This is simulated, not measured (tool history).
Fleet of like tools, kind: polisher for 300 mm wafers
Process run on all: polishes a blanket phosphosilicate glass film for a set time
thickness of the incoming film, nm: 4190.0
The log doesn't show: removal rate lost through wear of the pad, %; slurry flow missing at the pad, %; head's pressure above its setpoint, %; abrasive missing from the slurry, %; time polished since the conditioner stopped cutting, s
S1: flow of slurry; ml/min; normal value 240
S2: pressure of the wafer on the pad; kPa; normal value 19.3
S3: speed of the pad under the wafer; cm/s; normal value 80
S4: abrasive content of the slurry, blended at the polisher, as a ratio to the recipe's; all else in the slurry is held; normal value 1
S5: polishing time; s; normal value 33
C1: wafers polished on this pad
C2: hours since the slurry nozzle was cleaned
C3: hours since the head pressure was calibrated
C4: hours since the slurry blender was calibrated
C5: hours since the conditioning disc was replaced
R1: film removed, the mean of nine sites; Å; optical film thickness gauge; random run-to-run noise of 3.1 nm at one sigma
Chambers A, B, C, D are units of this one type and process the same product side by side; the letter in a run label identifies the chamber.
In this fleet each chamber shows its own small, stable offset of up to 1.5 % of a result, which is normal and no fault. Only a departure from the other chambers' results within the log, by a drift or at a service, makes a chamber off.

run   hour   S1    S2   S3  S4  S5    C1     C2      C3     C4     C5      R1
 1C    7.1  240  19.3   80   1  33   494   21.6   232.0   34.4  374.0  2464.9
 2A   22.4  240  19.3   80   1  33   962  588.9   748.9   42.8  132.1  2473.7
      28.4  -- chamber D: worn pad replaced by a new one
 3D   31.5  240  19.3   80   1  33    58  225.7   835.3  179.9   91.9  2492.2
      31.6  -- chamber A: slurry nozzle cleaned
      32.6  -- chamber B: conditioning disc replaced and pad reconditioned
 4B   42.3  240  19.3   80   1  33   835  219.6   291.1  360.4    9.8  2522.1
 5D   51.8  175  19.3   80   1  33   435  246.0   855.6  200.2  112.2  2382.6
      55.5  -- chamber B: slurry blender recalibrated
 6C   59.4  175  19.3   80   1  33  1466   73.9   284.3   86.7  426.3  2423.0
      65.6  -- chamber B: slurry nozzle cleaned
      67.9  -- chamber A: worn pad replaced by a new one
 7B   71.0  175  19.3   80   1  33  1368    5.5   319.8   15.5   38.5  2362.6
      75.7  -- chamber C: worn pad replaced by a new one
      81.5  -- chamber B: worn pad replaced by a new one
 8A   83.4  175  19.3   80   1  33   289   51.8   809.9  103.8  193.1  2355.9
 9D   97.4  165  19.3   80   1  33  1282  291.6   901.2  245.8  157.8  2354.5
     104.7  -- chamber D: worn pad replaced by a new one
10C  109.7  165  19.3   80   1  33   632  124.2   334.6  137.0  476.6  2294.1
     120.5  -- chamber C: conditioning disc replaced and pad reconditioned
11B  121.3  165  19.3   80   1  33   740   55.8   370.1   65.8   88.8  2406.6
     127.0  -- chamber C: head pressure recalibrated
     133.5  -- chamber A: conditioning disc replaced and pad reconditioned
12A  134.0  165  19.3   80   1  33  1229  102.4   860.5  154.4    0.5  2444.6
13B  144.9  240  19.3   80   1  33  1179   79.4   393.7   89.4  112.4  2507.8
14C  151.8  240  19.3   80   1  33  1414  166.3    24.9  179.1   31.3  2415.6
     153.8  -- chamber C: worn pad replaced by a new one
     159.4  -- chamber A: worn pad replaced by a new one
15D  159.9  240  19.3   80   1  33  1026  354.1   963.7  308.3  220.3  2526.4
16A  168.0  240  19.3   80   1  33   160  136.4   894.5  188.4   34.5  2510.1
     169.5  -- chamber B: worn pad replaced by a new one
17D  181.2  240  19.3   80   1  33  1422  375.4   985.0  329.6  241.6  2502.2
18B  195.9  240  19.3   80   1  33   491  130.4   444.7  140.4  163.4  2469.1
     204.1  -- chamber D: worn pad replaced by a new one
19A  206.9  240  19.3   80   1  33   882  175.3   933.4  227.3   73.4  2529.8
     209.5  -- chamber D: slurry blender recalibrated
20C  221.5  240  19.3   80   1  33  1259  236.0    94.6  248.8  101.0  2356.0
     223.6  -- chamber C: slurry nozzle cleaned
21A  229.6  240  19.3  100   1  38  1304  198.0   956.1  250.0   96.1  3523.7
     232.9  -- chamber C: worn pad replaced by a new one
     235.2  -- chamber D: conditioning disc replaced and pad reconditioned
22C  238.3  240  19.3  100   1  38   102   14.8   111.4  265.6  117.8  3289.8
23D  250.7  240  19.3  100   1  38   866  444.9  1054.5   41.3   15.6  3440.8
     254.7  -- chamber B: worn pad replaced by a new one
     258.4  -- chamber A: worn pad replaced by a new one
24B  261.9  240  19.3  100   1  38   135  196.4   510.7  206.4  229.4  3453.8
25C  276.9  240  19.3   80   1  33   819   53.4   150.0  304.2  156.4  2325.8
26B  290.5  240  19.3   80   1  33   666  225.0   539.3  235.0  258.0  2502.2
     299.6  -- chamber D: worn pad replaced by a new one
27D  304.2  240  19.3   80   1  33    86  498.4  1108.0   94.8   69.1  2504.8
28A  312.5  240  19.3   80   1  33  1006  280.9  1039.0  332.9  179.0  2498.2
     312.8  -- chamber B: conditioning disc replaced and pad reconditioned
     317.1  -- chamber B: slurry nozzle cleaned
     322.1  -- chamber C: worn pad replaced by a new one
29A  326.9  240  19.3   80   1  33  1274  295.3  1053.4  347.3  193.4  2545.8
     327.5  -- chamber A: conditioning disc replaced and pad reconditioned
     331.1  -- chamber B: worn pad replaced by a new one
     333.9  -- chamber A: worn pad replaced by a new one
30C  342.2  240  19.3   80   1  33   374  118.7   215.3  369.5  221.7  2319.9
     343.2  -- chamber A: slurry blender recalibrated
31B  355.3  240  19.3   80   1  33   449   38.2   604.1  299.8   42.5  2498.6
32D  367.0  240  19.3   80   1  33  1253  561.2  1170.8  157.6  131.9  2511.3
33D  377.7  240  19.3   80   1  33  1451  571.9  1181.5  168.3  142.6  2500.1
     390.2  -- chamber D: worn pad replaced by a new one
34A  391.7  240  19.3   80   1  33  1075  360.1  1118.2   48.5   64.2  2578.2
     397.5  -- chamber C: worn pad replaced by a new one
35C  401.8  240  19.3   80   1  33    80  178.3   274.9  429.1  281.3  2239.5
     412.4  -- chamber B: worn pad replaced by a new one
36B  414.7  240  19.3   80   1  33    44   97.6   663.5  359.2  101.9  2503.1
37D  426.1  240  19.3   80   1  33   668  620.3  1229.9  216.7  191.0  2463.4
     433.2  -- chamber A: worn pad replaced by a new one
38A  434.0  240  19.3   80   1  33    16  402.4  1160.5   90.8  106.5  2552.7

Next, every chamber runs the same settings. What will each give?
39A  445.1  240  19.3  80   1  33                       ?
39B  445.1  240  19.3  80   1  33                       ?
39C  445.1  240  19.3  80   1  33                       ?
39D  445.1  240  19.3  80   1  33                       ?

run      R1
39A  2514.5
39B  2537.7
39C  2196.8
39D  2480.1

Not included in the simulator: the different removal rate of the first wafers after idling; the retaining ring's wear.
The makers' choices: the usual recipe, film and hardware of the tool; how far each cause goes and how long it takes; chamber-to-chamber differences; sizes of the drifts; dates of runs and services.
